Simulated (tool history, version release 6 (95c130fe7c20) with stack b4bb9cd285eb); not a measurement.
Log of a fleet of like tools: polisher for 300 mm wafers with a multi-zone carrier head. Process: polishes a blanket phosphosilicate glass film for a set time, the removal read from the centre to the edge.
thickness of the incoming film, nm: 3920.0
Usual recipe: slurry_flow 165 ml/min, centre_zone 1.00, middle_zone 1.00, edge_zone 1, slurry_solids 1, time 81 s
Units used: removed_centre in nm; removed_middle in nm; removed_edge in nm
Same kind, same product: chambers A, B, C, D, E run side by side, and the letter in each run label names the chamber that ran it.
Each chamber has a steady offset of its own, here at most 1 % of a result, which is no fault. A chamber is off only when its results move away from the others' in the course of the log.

{"hour": 2.9, "done": "chamber A: worn pad replaced by a new one"}
{"hour": 9.6, "done": "chamber B: slurry nozzle cleaned"}
{"run": "1C", "hour": 10.4, "slurry_flow": 165, "centre_zone": 1.0, "middle_zone": 1.0, "edge_zone": 1, "slurry_solids": 1, "time": 81, "removed_centre": 623.22, "removed_middle": 632.57, "removed_edge": 624.21}
{"run": "2B", "hour": 19.4, "slurry_flow": 165, "centre_zone": 1.0, "middle_zone": 1.0, "edge_zone": 1, "slurry_solids": 1, "time": 81, "removed_centre": 622.73, "removed_middle": 635.09, "removed_edge": 622.08}
{"run": "3D", "hour": 25.5, "slurry_flow": 165, "centre_zone": 1.0, "middle_zone": 1.0, "edge_zone": 1, "slurry_solids": 1, "time": 81, "removed_centre": 629.24, "removed_middle": 624.23, "removed_edge": 623.49}
{"run": "4A", "hour": 32.8, "slurry_flow": 165, "centre_zone": 1.0, "middle_zone": 1.0, "edge_zone": 1, "slurry_solids": 1, "time": 81, "removed_centre": 622.66, "removed_middle": 631.38, "removed_edge": 627.58}
{"hour": 38.5, "done": "chamber D: worn pad replaced by a new one"}
{"run": "5E", "hour": 41.9, "slurry_flow": 165, "centre_zone": 1.0, "middle_zone": 1.0, "edge_zone": 1, "slurry_solids": 1, "time": 81, "removed_centre": 627.2, "removed_middle": 632.26, "removed_edge": 632.51}
{"run": "6C", "hour": 47.6, "slurry_flow": 165, "centre_zone": 1.0, "middle_zone": 1.0, "edge_zone": 1, "slurry_solids": 1, "time": 81, "removed_centre": 622.2, "removed_middle": 631.97, "removed_edge": 631.02}
{"run": "7A", "hour": 56.0, "slurry_flow": 165, "centre_zone": 1.0, "middle_zone": 1.0, "edge_zone": 1, "slurry_solids": 1, "time": 81, "removed_centre": 631.57, "removed_middle": 628.58, "removed_edge": 632.08}
{"run": "8E", "hour": 66.4, "slurry_flow": 165, "centre_zone": 1.0, "middle_zone": 1.0, "edge_zone": 1, "slurry_solids": 1, "time": 81, "removed_centre": 635.98, "removed_middle": 627.54, "removed_edge": 621.57}
{"hour": 67.8, "done": "chamber C: worn pad replaced by a new one"}
{"run": "9B", "hour": 71.6, "slurry_flow": 165, "centre_zone": 1.0, "middle_zone": 1.0, "edge_zone": 1, "slurry_solids": 1, "time": 81, "removed_centre": 633.61, "removed_middle": 633.71, "removed_edge": 610.83}
{"run": "10D", "hour": 78.9, "slurry_flow": 165, "centre_zone": 1.0, "middle_zone": 1.0, "edge_zone": 1, "slurry_solids": 1, "time": 81, "removed_centre": 634.66, "removed_middle": 631.71, "removed_edge": 619.69}
{"run": "11C", "hour": 87.6, "slurry_flow": 165, "centre_zone": 1.0, "middle_zone": 1.0, "edge_zone": 1, "slurry_solids": 1, "time": 81, "removed_centre": 628.84, "removed_middle": 621.25, "removed_edge": 639.13}
{"hour": 98.1, "done": "chamber A: worn pad replaced by a new one"}
{"run": "12A", "hour": 98.1, "slurry_flow": 165, "centre_zone": 1.0, "middle_zone": 1.0, "edge_zone": 1, "slurry_solids": 1, "time": 81, "removed_centre": 639.02, "removed_middle": 630.29, "removed_edge": 634.37}
{"hour": 98.9, "done": "chamber E: worn pad replaced by a new one"}
{"run": "13E", "hour": 108.2, "slurry_flow": 165, "centre_zone": 0.89, "middle_zone": 1.05, "edge_zone": 1, "slurry_solids": 1, "time": 81, "removed_centre": 561.0, "removed_middle": 665.03, "removed_edge": 623.91}
{"run": "14D", "hour": 115.0, "slurry_flow": 165, "centre_zone": 0.89, "middle_zone": 1.05, "edge_zone": 1, "slurry_solids": 1, "time": 81, "removed_centre": 553.53, "removed_middle": 663.43, "removed_edge": 627.2}
{"hour": 121.3, "done": "chamber C: slurry nozzle cleaned"}
{"run": "15B", "hour": 124.4, "slurry_flow": 165, "centre_zone": 0.89, "middle_zone": 1.05, "edge_zone": 1, "slurry_solids": 1, "time": 81, "removed_centre": 557.24, "removed_middle": 662.84, "removed_edge": 618.13}
{"run": "16E", "hour": 130.9, "slurry_flow": 165, "centre_zone": 0.89, "middle_zone": 1.05, "edge_zone": 1, "slurry_solids": 1, "time": 81, "removed_centre": 551.73, "removed_middle": 655.73, "removed_edge": 623.7}
{"hour": 131.3, "done": "chamber B: worn pad replaced by a new one"}
{"hour": 133.3, "done": "chamber B: centre zone pressure recalibrated"}
{"hour": 135.3, "done": "chamber E: slurry nozzle cleaned"}
{"hour": 136.6, "done": "chamber D: slurry nozzle cleaned"}
{"run": "17C", "hour": 137.1, "slurry_flow": 165, "centre_zone": 0.89, "middle_zone": 1.05, "edge_zone": 1, "slurry_solids": 1, "time": 81, "removed_centre": 547.35, "removed_middle": 653.48, "removed_edge": 632.08}
{"run": "18D", "hour": 142.0, "slurry_flow": 165, "centre_zone": 1.0, "middle_zone": 1.0, "edge_zone": 1, "slurry_solids": 1, "time": 81, "removed_centre": 628.66, "removed_middle": 625.14, "removed_edge": 624.33}
{"run": "19A", "hour": 150.9, "slurry_flow": 165, "centre_zone": 1.0, "middle_zone": 1.0, "edge_zone": 1, "slurry_solids": 1, "time": 81, "removed_centre": 643.14, "removed_middle": 632.49, "removed_edge": 629.37}
{"run": "20B", "hour": 158.9, "slurry_flow": 165, "centre_zone": 1.0, "middle_zone": 1.0, "edge_zone": 1, "slurry_solids": 1, "time": 81, "removed_centre": 632.21, "removed_middle": 629.53, "removed_edge": 628.61}
{"run": "21C", "hour": 167.7, "slurry_flow": 165, "centre_zone": 1.0, "middle_zone": 1.0, "edge_zone": 1, "slurry_solids": 1, "time": 81, "removed_centre": 623.05, "removed_middle": 618.46, "removed_edge": 628.07}
{"run": "22E", "hour": 175.8, "slurry_flow": 165, "centre_zone": 1.0, "middle_zone": 1.0, "edge_zone": 1, "slurry_solids": 1, "time": 81, "removed_centre": 625.62, "removed_middle": 631.67, "removed_edge": 632.95}
{"run": "23B", "hour": 186.6, "slurry_flow": 165, "centre_zone": 1.0, "middle_zone": 1.0, "edge_zone": 1, "slurry_solids": 1, "time": 100, "removed_centre": 768.65, "removed_middle": 784.62, "removed_edge": 779.95}
{"hour": 192.6, "done": "chamber D: worn pad replaced by a new one"}
{"run": "24D", "hour": 193.6, "slurry_flow": 165, "centre_zone": 1.0, "middle_zone": 1.0, "edge_zone": 1, "slurry_solids": 1, "time": 100, "removed_centre": 771.61, "removed_middle": 778.14, "removed_edge": 782.3}
{"run": "25A", "hour": 203.4, "slurry_flow": 165, "centre_zone": 1.0, "middle_zone": 1.0, "edge_zone": 1, "slurry_solids": 1, "time": 100, "removed_centre": 815.58, "removed_middle": 773.51, "removed_edge": 781.23}
{"run": "26A", "hour": 209.3, "slurry_flow": 165, "centre_zone": 1.0, "middle_zone": 1.0, "edge_zone": 1, "slurry_solids": 1, "time": 100, "removed_centre": 802.46, "removed_middle": 773.48, "removed_edge": 773.52}
{"hour": 210.6, "done": "chamber A: worn pad replaced by a new one"}
{"run": "27B", "hour": 217.4, "slurry_flow": 165, "centre_zone": 1.0, "middle_zone": 1.0, "edge_zone": 1, "slurry_solids": 1, "time": 100, "removed_centre": 777.83, "removed_middle": 784.61, "removed_edge": 771.69}
{"run": "28E", "hour": 223.1, "slurry_flow": 165, "centre_zone": 1.0, "middle_zone": 1.0, "edge_zone": 1, "slurry_solids": 1, "time": 81, "removed_centre": 623.06, "removed_middle": 625.8, "removed_edge": 616.85}
{"hour": 226.6, "done": "chamber C: worn pad replaced by a new one"}
{"run": "29D", "hour": 231.6, "slurry_flow": 165, "centre_zone": 1.0, "middle_zone": 1.0, "edge_zone": 1, "slurry_solids": 1, "time": 81, "removed_centre": 631.71, "removed_middle": 632.87, "removed_edge": 626.63}
{"hour": 239.5, "done": "chamber B: slurry nozzle cleaned"}
{"run": "30C", "hour": 241.2, "slurry_flow": 165, "centre_zone": 1.0, "middle_zone": 1.0, "edge_zone": 1, "slurry_solids": 1, "time": 81, "removed_centre": 624.55, "removed_middle": 627.39, "removed_edge": 634.43}
{"run": "31B", "hour": 251.2, "slurry_flow": 165, "centre_zone": 1.0, "middle_zone": 1.0, "edge_zone": 1, "slurry_solids": 1, "time": 81, "removed_centre": 630.58, "removed_middle": 638.13, "removed_edge": 621.15}
{"hour": 251.9, "done": "chamber E: worn pad replaced by a new one"}
{"run": "32C", "hour": 260.4, "slurry_flow": 130, "centre_zone": 1.0, "middle_zone": 1.0, "edge_zone": 1, "slurry_solids": 1, "time": 81, "removed_centre": 588.22, "removed_middle": 592.4, "removed_edge": 624.49}
{"run": "33E", "hour": 267.0, "slurry_flow": 130, "centre_zone": 1.0, "middle_zone": 1.0, "edge_zone": 1, "slurry_solids": 1, "time": 81, "removed_centre": 600.13, "removed_middle": 597.32, "removed_edge": 611.05}
{"run": "34A", "hour": 272.5, "slurry_flow": 130, "centre_zone": 1.0, "middle_zone": 1.0, "edge_zone": 1, "slurry_solids": 1, "time": 81, "removed_centre": 626.79, "removed_middle": 605.11, "removed_edge": 609.18}
{"hour": 274.7, "done": "chamber D: centre zone pressure recalibrated"}
{"run": "35D", "hour": 281.0, "slurry_flow": 130, "centre_zone": 1.0, "middle_zone": 1.0, "edge_zone": 1, "slurry_solids": 1, "time": 81, "removed_centre": 600.1, "removed_middle": 600.42, "removed_edge": 603.01}
{"run": "36B", "hour": 289.9, "slurry_flow": 130, "centre_zone": 1.0, "middle_zone": 1.0, "edge_zone": 1, "slurry_solids": 1, "time": 81, "removed_centre": 599.24, "removed_middle": 591.03, "removed_edge": 615.54}

Next, every chamber runs the same settings. What will each give?
{"run": "37A", "hour": 297.8, "slurry_flow": 165, "centre_zone": 1.0, "middle_zone": 1.0, "edge_zone": 1, "slurry_solids": 1, "time": 81, "removed_centre": "?", "removed_middle": "?", "removed_edge": "?"}
{"run": "37B", "hour": 297.8, "slurry_flow": 165, "centre_zone": 1.0, "middle_zone": 1.0, "edge_zone": 1, "slurry_solids": 1, "time": 81, "removed_centre": "?", "removed_middle": "?", "removed_edge": "?"}
{"run": "37C", "hour": 297.8, "slurry_flow": 165, "centre_zone": 1.0, "middle_zone": 1.0, "edge_zone": 1, "slurry_solids": 1, "time": 81, "removed_centre": "?", "removed_middle": "?", "removed_edge": "?"}
{"run": "37D", "hour": 297.8, "slurry_flow": 165, "centre_zone": 1.0, "middle_zone": 1.0, "edge_zone": 1, "slurry_solids": 1, "time": 81, "removed_centre": "?", "removed_middle": "?", "removed_edge": "?"}
{"run": "37E", "hour": 297.8, "slurry_flow": 165, "centre_zone": 1.0, "middle_zone": 1.0, "edge_zone": 1, "slurry_solids": 1, "time": 81, "removed_centre": "?", "removed_middle": "?", "removed_edge": "?"}

run=37A removed_centre=663.05 removed_middle=625.84 removed_edge=634.68
run=37B removed_centre=626.73 removed_middle=636.60 removed_edge=619.91
run=37C removed_centre=625.96 removed_middle=625.77 removed_edge=637.27
run=37D removed_centre=630.01 removed_middle=627.58 removed_edge=632.51
run=37E removed_centre=625.52 removed_middle=639.42 removed_edge=630.96

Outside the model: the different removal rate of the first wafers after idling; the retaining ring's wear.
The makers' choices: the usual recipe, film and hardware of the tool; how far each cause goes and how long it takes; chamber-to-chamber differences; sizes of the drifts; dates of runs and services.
